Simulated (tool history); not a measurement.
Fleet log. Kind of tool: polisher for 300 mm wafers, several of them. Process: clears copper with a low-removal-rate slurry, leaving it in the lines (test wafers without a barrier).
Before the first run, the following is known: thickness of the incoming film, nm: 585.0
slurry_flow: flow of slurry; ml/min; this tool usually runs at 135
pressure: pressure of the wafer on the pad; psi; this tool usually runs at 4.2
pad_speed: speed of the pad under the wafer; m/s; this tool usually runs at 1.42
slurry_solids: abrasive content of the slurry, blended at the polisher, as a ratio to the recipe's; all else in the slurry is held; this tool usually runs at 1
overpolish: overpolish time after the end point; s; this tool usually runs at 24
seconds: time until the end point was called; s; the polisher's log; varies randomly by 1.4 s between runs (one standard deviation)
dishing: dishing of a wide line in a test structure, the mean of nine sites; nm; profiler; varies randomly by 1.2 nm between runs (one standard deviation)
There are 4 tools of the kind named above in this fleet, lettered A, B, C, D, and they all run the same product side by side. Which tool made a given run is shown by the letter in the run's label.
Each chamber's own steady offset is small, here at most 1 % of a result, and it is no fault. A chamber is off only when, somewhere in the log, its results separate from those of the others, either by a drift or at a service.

{"run": "1B", "hour": 3.1, "slurry_flow": 135, "pressure": 4.2, "pad_speed": 1.42, "slurry_solids": 1, "overpolish": 24, "seconds": 105.9, "dishing": 70.199}
{"run": "2D", "hour": 6.8, "slurry_flow": 135, "pressure": 4.2, "pad_speed": 1.42, "slurry_solids": 1, "overpolish": 24, "seconds": 104.56, "dishing": 70.501}
{"hour": 8.2, "done": "chamber D: worn pad replaced by a new one"}
{"run": "3A", "hour": 9.7, "slurry_flow": 135, "pressure": 4.2, "pad_speed": 1.42, "slurry_solids": 1, "overpolish": 24, "seconds": 106.93, "dishing": 73.27}
{"run": "4C", "hour": 14.0, "slurry_flow": 135, "pressure": 4.2, "pad_speed": 1.42, "slurry_solids": 1, "overpolish": 24, "seconds": 102.57, "dishing": 71.998}
{"run": "5A", "hour": 18.9, "slurry_flow": 135, "pressure": 4.2, "pad_speed": 1.42, "slurry_solids": 1, "overpolish": 24, "seconds": 105.16, "dishing": 70.635}
{"run": "6C", "hour": 23.4, "slurry_flow": 135, "pressure": 4.2, "pad_speed": 1.42, "slurry_solids": 1, "overpolish": 24, "seconds": 103.15, "dishing": 72.169}
{"run": "7B", "hour": 27.3, "slurry_flow": 135, "pressure": 4.2, "pad_speed": 1.42, "slurry_solids": 1, "overpolish": 24, "seconds": 107.42, "dishing": 71.262}
{"run": "8D", "hour": 30.8, "slurry_flow": 135, "pressure": 4.2, "pad_speed": 1.42, "slurry_solids": 1, "overpolish": 24, "seconds": 104.2, "dishing": 74.233}
{"hour": 33.0, "done": "chamber A: worn pad replaced by a new one"}
{"run": "9B", "hour": 33.7, "slurry_flow": 135, "pressure": 4.2, "pad_speed": 1.42, "slurry_solids": 1, "overpolish": 24, "seconds": 103.52, "dishing": 72.419}
{"hour": 37.5, "done": "chamber B: worn pad replaced by a new one"}
{"run": "10A", "hour": 39.6, "slurry_flow": 135, "pressure": 4.2, "pad_speed": 1.42, "slurry_solids": 1, "overpolish": 24, "seconds": 103.97, "dishing": 71.316}
{"run": "11D", "hour": 43.7, "slurry_flow": 135, "pressure": 4.7, "pad_speed": 1.42, "slurry_solids": 1.15, "overpolish": 24, "seconds": 90.466, "dishing": 78.28}
{"hour": 46.1, "done": "chamber C: worn pad replaced by a new one"}
{"run": "12C", "hour": 46.5, "slurry_flow": 135, "pressure": 4.7, "pad_speed": 1.42, "slurry_solids": 1.15, "overpolish": 24, "seconds": 91.679, "dishing": 79.512}
{"run": "13B", "hour": 51.5, "slurry_flow": 135, "pressure": 4.7, "pad_speed": 1.42, "slurry_solids": 1.15, "overpolish": 24, "seconds": 91.662, "dishing": 77.812}
{"run": "14D", "hour": 55.7, "slurry_flow": 135, "pressure": 4.7, "pad_speed": 1.42, "slurry_solids": 1.15, "overpolish": 24, "seconds": 88.453, "dishing": 77.732}
{"hour": 60.8, "done": "chamber A: slurry blender recalibrated"}
{"run": "15C", "hour": 61.3, "slurry_flow": 135, "pressure": 4.2, "pad_speed": 1.42, "slurry_solids": 1, "overpolish": 24, "seconds": 103.05, "dishing": 72.539}
{"run": "16A", "hour": 64.1, "slurry_flow": 135, "pressure": 4.2, "pad_speed": 1.42, "slurry_solids": 1, "overpolish": 24, "seconds": 104.59, "dishing": 72.439}
{"hour": 67.0, "done": "chamber C: head pressure recalibrated"}
{"run": "17A", "hour": 67.5, "slurry_flow": 135, "pressure": 4.2, "pad_speed": 1.42, "slurry_solids": 1, "overpolish": 24, "seconds": 104.75, "dishing": 71.011}
{"run": "18D", "hour": 71.0, "slurry_flow": 135, "pressure": 4.2, "pad_speed": 1.42, "slurry_solids": 1, "overpolish": 24, "seconds": 108.45, "dishing": 73.893}
{"run": "19C", "hour": 76.0, "slurry_flow": 135, "pressure": 4.2, "pad_speed": 1.42, "slurry_solids": 1, "overpolish": 24, "seconds": 114.97, "dishing": 67.489}
{"run": "20B", "hour": 80.5, "slurry_flow": 135, "pressure": 4.2, "pad_speed": 1.42, "slurry_solids": 1, "overpolish": 24, "seconds": 103.7, "dishing": 71.945}
{"hour": 81.7, "done": "chamber A: worn pad replaced by a new one"}
{"run": "21A", "hour": 86.0, "slurry_flow": 135, "pressure": 4.2, "pad_speed": 1.42, "slurry_solids": 1, "overpolish": 24, "seconds": 104.93, "dishing": 73.095}
{"run": "22B", "hour": 89.3, "slurry_flow": 135, "pressure": 4.8, "pad_speed": 1.42, "slurry_solids": 1, "overpolish": 31, "seconds": 90.579, "dishing": 93.33}
{"run": "23C", "hour": 93.3, "slurry_flow": 135, "pressure": 4.8, "pad_speed": 1.42, "slurry_solids": 1, "overpolish": 31, "seconds": 102, "dishing": 86.126}
{"hour": 94.5, "done": "chamber D: worn pad replaced by a new one"}
{"run": "24D", "hour": 97.4, "slurry_flow": 135, "pressure": 4.8, "pad_speed": 1.42, "slurry_solids": 1, "overpolish": 31, "seconds": 91.013, "dishing": 90.477}
{"run": "25B", "hour": 100.7, "slurry_flow": 135, "pressure": 4.8, "pad_speed": 1.42, "slurry_solids": 1, "overpolish": 31, "seconds": 92.517, "dishing": 92.314}
{"hour": 100.9, "done": "chamber D: head pressure recalibrated"}
{"run": "26D", "hour": 106.0, "slurry_flow": 135, "pressure": 4.2, "pad_speed": 1.42, "slurry_solids": 1, "overpolish": 24, "seconds": 104.38, "dishing": 73.723}
{"run": "27A", "hour": 110.2, "slurry_flow": 135, "pressure": 4.2, "pad_speed": 1.42, "slurry_solids": 1, "overpolish": 24, "seconds": 105.32, "dishing": 72.79}
{"run": "28C", "hour": 114.1, "slurry_flow": 135, "pressure": 4.2, "pad_speed": 1.42, "slurry_solids": 1, "overpolish": 24, "seconds": 114.72, "dishing": 67.475}
{"run": "29A", "hour": 120.2, "slurry_flow": 135, "pressure": 4.2, "pad_speed": 1.42, "slurry_solids": 1, "overpolish": 24, "seconds": 103.97, "dishing": 71.245}

Is one chamber out of step, is the gauge drifting, or do the chambers differ by no more than their own small offsets? For an off chamber, give its letter and the likeliest cause.

Chamber C has stood off from the others ever since a service on it.
Likeliest cause: head's pressure below its setpoint, % = 9.94.

Chamber C could run next with any of the 4 candidate recipes listed below; each alters the usual settings, and their results appear as question marks. Which one brings its results back in line with what the other chambers deliver on the usual settings?
In-line tolerance around the mean of the other chambers on the usual settings: seconds 4.8 s; dishing 4.3 nm
{"run": "30C-1", "hour": 124.5, "slurry_flow": 135, "pressure": 4.4, "pad_speed": 1.48, "slurry_solids": 1, "overpolish": 24, "seconds": "?", "dishing": "?"}
{"run": "30C-2", "hour": 124.5, "slurry_flow": 135, "pressure": 4.6, "pad_speed": 1.56, "slurry_solids": 1, "overpolish": 25, "seconds": "?", "dishing": "?"}
{"run": "30C-3", "hour": 124.5, "slurry_flow": 135, "pressure": 3.8, "pad_speed": 1.3, "slurry_solids": 1, "overpolish": 24, "seconds": "?", "dishing": "?"}
{"run": "30C-4", "hour": 124.5, "slurry_flow": 135, "pressure": 4, "pad_speed": 1.36, "slurry_solids": 1, "overpolish": 24, "seconds": "?", "dishing": "?"}

The other chambers' mean on the usual settings: seconds 105.22 s; dishing 72.044 nm
run=30C-1 seconds=106.43 dishing=70.627
run=30C-2 seconds=96.54 dishing=77.246
run=30C-3 seconds=140.42 dishing=57.86
run=30C-4 seconds=127.47 dishing=62.147
30C-1 brings the chamber back in line.

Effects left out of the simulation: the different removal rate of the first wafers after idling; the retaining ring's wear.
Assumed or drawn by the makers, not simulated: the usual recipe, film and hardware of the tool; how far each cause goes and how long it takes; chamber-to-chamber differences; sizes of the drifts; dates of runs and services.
